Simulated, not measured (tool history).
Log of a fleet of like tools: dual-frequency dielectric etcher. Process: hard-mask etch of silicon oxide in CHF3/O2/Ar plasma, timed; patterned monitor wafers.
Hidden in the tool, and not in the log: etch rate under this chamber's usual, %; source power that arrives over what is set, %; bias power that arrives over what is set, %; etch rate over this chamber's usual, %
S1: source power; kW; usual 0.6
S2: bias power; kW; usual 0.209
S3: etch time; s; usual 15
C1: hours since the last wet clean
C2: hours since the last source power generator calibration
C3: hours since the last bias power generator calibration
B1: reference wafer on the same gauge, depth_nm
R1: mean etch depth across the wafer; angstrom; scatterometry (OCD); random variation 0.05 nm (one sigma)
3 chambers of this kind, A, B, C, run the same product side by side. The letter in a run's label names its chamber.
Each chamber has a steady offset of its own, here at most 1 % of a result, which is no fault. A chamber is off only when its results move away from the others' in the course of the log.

Run 1C, hour 7.5: usual settings; C1 109.7; C2 289; C3 477.5; B1 31.223. Result: R1 314.97 angstrom.
Run 2A, hour 16.4: usual settings; C1 264; C2 1465; C3 4826.4; B1 31.222. Result: R1 311.14 angstrom.
Run 3B, hour 22.7: usual settings; C1 386.4; C2 940.6; C3 1696.3; B1 31.227. Result: R1 310.34 angstrom.
Run 4A, hour 30.6: usual settings; C1 278.2; C2 1479.2; C3 4840.6; B1 31.229. Result: R1 310.49 angstrom.
Run 5C, hour 41.7: usual settings but S2 0.231 kW; C1 143.9; C2 323.2; C3 511.7; B1 31.237. Result: R1 327.52 angstrom.
Run 6B, hour 48.2: usual settings but S2 0.231 kW; C1 411.9; C2 966.1; C3 1721.8; B1 31.249. Result: R1 321.96 angstrom.
Run 7B, hour 53.1: usual settings but S2 0.231 kW; C1 416.8; C2 971; C3 1726.7; B1 31.247. Result: R1 321.39 angstrom.
Run 8C, hour 59.7: usual settings; C1 161.9; C2 341.2; C3 529.7; B1 31.261. Result: R1 316.06 angstrom.
Run 9A, hour 67.1: usual settings; C1 314.7; C2 1515.7; C3 4877.1; B1 31.254. Result: R1 311.1 angstrom.
Run 10A, hour 76.8: usual settings; C1 324.4; C2 1525.4; C3 4886.8; B1 31.261. Result: R1 312.48 angstrom.
Run 11C, hour 83.3: usual settings; C1 185.5; C2 364.8; C3 553.3; B1 31.267. Result: R1 315.82 angstrom.
Run 12B, hour 94.6: usual settings; C1 458.3; C2 1012.5; C3 1768.2; B1 31.29. Result: R1 311.07 angstrom.
Run 13C, hour 99.9: usual settings; C1 202.1; C2 381.4; C3 569.9; B1 31.289. Result: R1 316.07 angstrom.
Run 14A, hour 105.2: usual settings; C1 352.8; C2 1553.8; C3 4915.2; B1 31.298. Result: R1 312.45 angstrom.
Run 15B, hour 113.2: usual settings; C1 476.9; C2 1031.1; C3 1786.8; B1 31.301. Result: R1 310.74 angstrom.
Run 16B, hour 118.5: usual settings; C1 482.2; C2 1036.4; C3 1792.1; B1 31.305. Result: R1 311.46 angstrom.
Run 17A, hour 126.9: usual settings; C1 374.5; C2 1575.5; C3 4936.9; B1 31.317. Result: R1 312.72 angstrom.
Run 18C, hour 134.8: usual settings; C1 237; C2 416.3; C3 604.8; B1 31.323. Result: R1 315.93 angstrom.
Run 19C, hour 142.5: usual settings; C1 244.7; C2 424; C3 612.5; B1 31.336. Result: R1 316.21 angstrom.
Run 20A, hour 151.8: usual settings; C1 399.4; C2 1600.4; C3 4961.8; B1 31.326. Result: R1 312.25 angstrom.
Run 21B, hour 162.4: usual settings but S1 0.66 kW, S3 11.5 s; C1 526.1; C2 1080.3; C3 1836; B1 31.354. Result: R1 247.38 angstrom.
Run 22A, hour 170.6: usual settings but S1 0.66 kW, S3 11.5 s; C1 418.2; C2 1619.2; C3 4980.6; B1 31.361. Result: R1 248.26 angstrom.
Run 23C, hour 175.5: usual settings but S1 0.66 kW, S3 11.5 s; C1 277.7; C2 457; C3 645.5; B1 31.356. Result: R1 252.3 angstrom.
Run 24B, hour 181.3: usual settings; C1 545; C2 1099.2; C3 1854.9; B1 31.355. Result: R1 312.42 angstrom.
Run 25B, hour 190.2: usual settings; C1 553.9; C2 1108.1; C3 1863.8; B1 31.367. Result: R1 310.71 angstrom.
Run 26A, hour 199.9: usual settings; C1 447.5; C2 1648.5; C3 5009.9; B1 31.372. Result: R1 312.43 angstrom.
At hour 201.3: chamber B: wet clean of the chamber.
At hour 205.2: chamber C: wet clean of the chamber.
Run 27C, hour 209.8: usual settings; C1 4.6; C2 491.3; C3 679.8; B1 31.382. Result: R1 317.74 angstrom.
Run 28C, hour 219.9: usual settings; C1 14.7; C2 501.4; C3 689.9; B1 31.39. Result: R1 316.63 angstrom.
Run 29B, hour 225.5: usual settings but S3 10.5 s; C1 24.2; C2 1143.4; C3 1899.1; B1 31.417. Result: R1 219.01 angstrom.

All 3 chambers run these settings next. Forecast each chamber's results:
Run 30A, hour 233.6: usual settings but S1 0.48 kW. Result: R1 ?.
Run 30B, hour 233.6: usual settings but S1 0.48 kW. Result: R1 ?.
Run 30C, hour 233.6: usual settings but S1 0.48 kW. Result: R1 ?.

run      R1
30A  287.54
30B  286.97
30C  292.56
